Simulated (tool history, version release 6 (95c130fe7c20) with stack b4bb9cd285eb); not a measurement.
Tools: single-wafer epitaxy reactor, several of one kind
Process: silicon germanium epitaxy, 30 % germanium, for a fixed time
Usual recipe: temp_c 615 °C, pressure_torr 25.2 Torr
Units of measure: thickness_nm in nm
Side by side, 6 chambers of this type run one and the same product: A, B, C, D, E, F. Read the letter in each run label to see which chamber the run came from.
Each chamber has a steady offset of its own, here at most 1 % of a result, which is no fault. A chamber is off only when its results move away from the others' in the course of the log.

| run | hour | temp_c | pressure_torr | hours since the last pyrometer calibration | hours since the last manometer calibration | read-back reference wafer on the same gauge, thickness_nm | thickness_nm |
|---|---|---|---|---|---|---|---|
| 1F | 6.9 | 615 | 25.2 | 1254.3 | 206.9 | 71.398 | 84.278 |
| 2B | 16.1 | 615 | 25.2 | 253.9 | 510.9 | 71.371 | 85.421 |
| 3C | 23.8 | 615 | 25.2 | 965.2 | 797.3 | 71.409 | 85.189 |
| 4E | 30.4 | 615 | 25.2 | 737.1 | 790.0 | 71.377 | 84.489 |
| 5D | 40.5 | 615 | 25.2 | 1122.5 | 1008.4 | 71.397 | 84.978 |
| 6A | 51.2 | 625 | 25.2 | 156.7 | 1404.4 | 71.424 | 99.985 |
| 7B | 60.7 | 625 | 25.2 | 298.5 | 555.5 | 71.438 | 101.680 |
| 8A | 75.2 | 625 | 25.2 | 180.7 | 1428.4 | 71.378 | 100.410 |
| 9E | 89.7 | 625 | 25.2 | 796.4 | 849.3 | 71.364 | 100.790 |
| 10D | 101.9 | 625 | 25.2 | 1183.9 | 1069.8 | 71.356 | 101.170 |
| 11F | 109.7 | 625 | 25.2 | 1357.1 | 309.7 | 71.415 | 100.090 |
| 12C | 116.3 | 615 | 25.2 | 1057.7 | 889.8 | 71.400 | 84.948 |
| 13B | 125.3 | 615 | 25.2 | 363.1 | 620.1 | 71.424 | 85.350 |
|  | 128.0 | chamber D: pyrometer calibrated |
| 14C | 136.4 | 627 | 27.3 | 1077.8 | 909.9 | 71.401 | 108.010 |
| 15D | 146.6 | 627 | 27.3 | 18.6 | 1114.5 | 71.441 | 109.590 |
| 16F | 156.4 | 627 | 27.3 | 1403.8 | 356.4 | 71.392 | 107.350 |
| 17A | 170.3 | 627 | 27.3 | 275.8 | 1523.5 | 71.420 | 106.710 |
| 18E | 181.1 | 627 | 27.3 | 887.8 | 940.7 | 71.403 | 107.530 |
|  | 193.8 | chamber A: capacitance manometer re-zeroed and calibrated |
| 19C | 195.6 | 627 | 27.3 | 1137.0 | 969.1 | 71.428 | 108.120 |
| 20D | 207.4 | 615 | 25.2 | 79.4 | 1175.3 | 71.355 | 86.434 |
|  | 214.5 | chamber C: pyrometer calibrated |
| 21F | 215.2 | 615 | 25.2 | 1462.6 | 415.2 | 71.384 | 84.019 |
|  | 220.7 | chamber F: pyrometer calibrated |
| 22A | 221.8 | 615 | 25.2 | 327.3 | 28.1 | 71.403 | 84.691 |
| 23E | 233.7 | 615 | 25.2 | 940.4 | 993.3 | 71.388 | 84.748 |
| 24B | 245.3 | 615 | 25.2 | 483.1 | 740.1 | 71.378 | 85.414 |
| 25A | 251.6 | 615 | 25.2 | 357.1 | 57.9 | 71.451 | 84.668 |
| 26D | 265.1 | 615 | 25.2 | 137.1 | 1233.0 | 71.418 | 86.705 |
| 27E | 278.3 | 615 | 25.2 | 985.0 | 1037.9 | 71.403 | 84.646 |
| 28B | 289.3 | 615 | 25.2 | 527.1 | 784.1 | 71.392 | 85.327 |
| 29F | 299.0 | 615 | 25.2 | 78.3 | 499.0 | 71.403 | 84.311 |
| 30C | 305.8 | 615 | 25.2 | 91.4 | 1079.3 | 71.414 | 85.367 |
| 31A | 315.4 | 615 | 25.2 | 420.9 | 121.7 | 71.418 | 84.591 |
|  | 315.6 | chamber E: capacitance manometer re-zeroed and calibrated |
| 32F | 325.8 | 615 | 25.2 | 105.1 | 525.8 | 71.384 | 84.680 |
| 33C | 340.4 | 615 | 25.2 | 126.0 | 1113.9 | 71.441 | 85.425 |
| 34B | 350.4 | 615 | 28.4 | 588.2 | 845.2 | 71.398 | 89.445 |
| 35E | 361.9 | 615 | 28.4 | 1068.6 | 46.3 | 71.426 | 89.047 |
| 36D | 372.7 | 615 | 28.4 | 244.7 | 1340.6 | 71.349 | 90.834 |
| 37B | 380.4 | 615 | 28.4 | 618.2 | 875.2 | 71.389 | 89.291 |
| 38A | 387.7 | 615 | 28.4 | 493.2 | 194.0 | 71.399 | 88.536 |
| 39E | 401.8 | 615 | 28.4 | 1108.5 | 86.2 | 71.379 | 88.812 |
| 40F | 408.4 | 607 | 25.2 | 187.7 | 608.4 | 71.373 | 73.223 |
| 41C | 421.5 | 607 | 25.2 | 207.1 | 1195.0 | 71.434 | 73.516 |

All 6 chambers run these settings next. Forecast each chamber's results:
| 42A | 432.0 | 615 | 25.2 |  |  |  | ? |
| 42B | 432.0 | 615 | 25.2 |  |  |  | ? |
| 42C | 432.0 | 615 | 25.2 |  |  |  | ? |
| 42D | 432.0 | 615 | 25.2 |  |  |  | ? |
| 42E | 432.0 | 615 | 25.2 |  |  |  | ? |
| 42F | 432.0 | 615 | 25.2 |  |  |  | ? |

| run | thickness_nm |
|---|---|
| 42A | 84.404 |
| 42B | 84.833 |
| 42C | 84.957 |
| 42D | 86.220 |
| 42E | 84.770 |
| 42F | 84.252 |
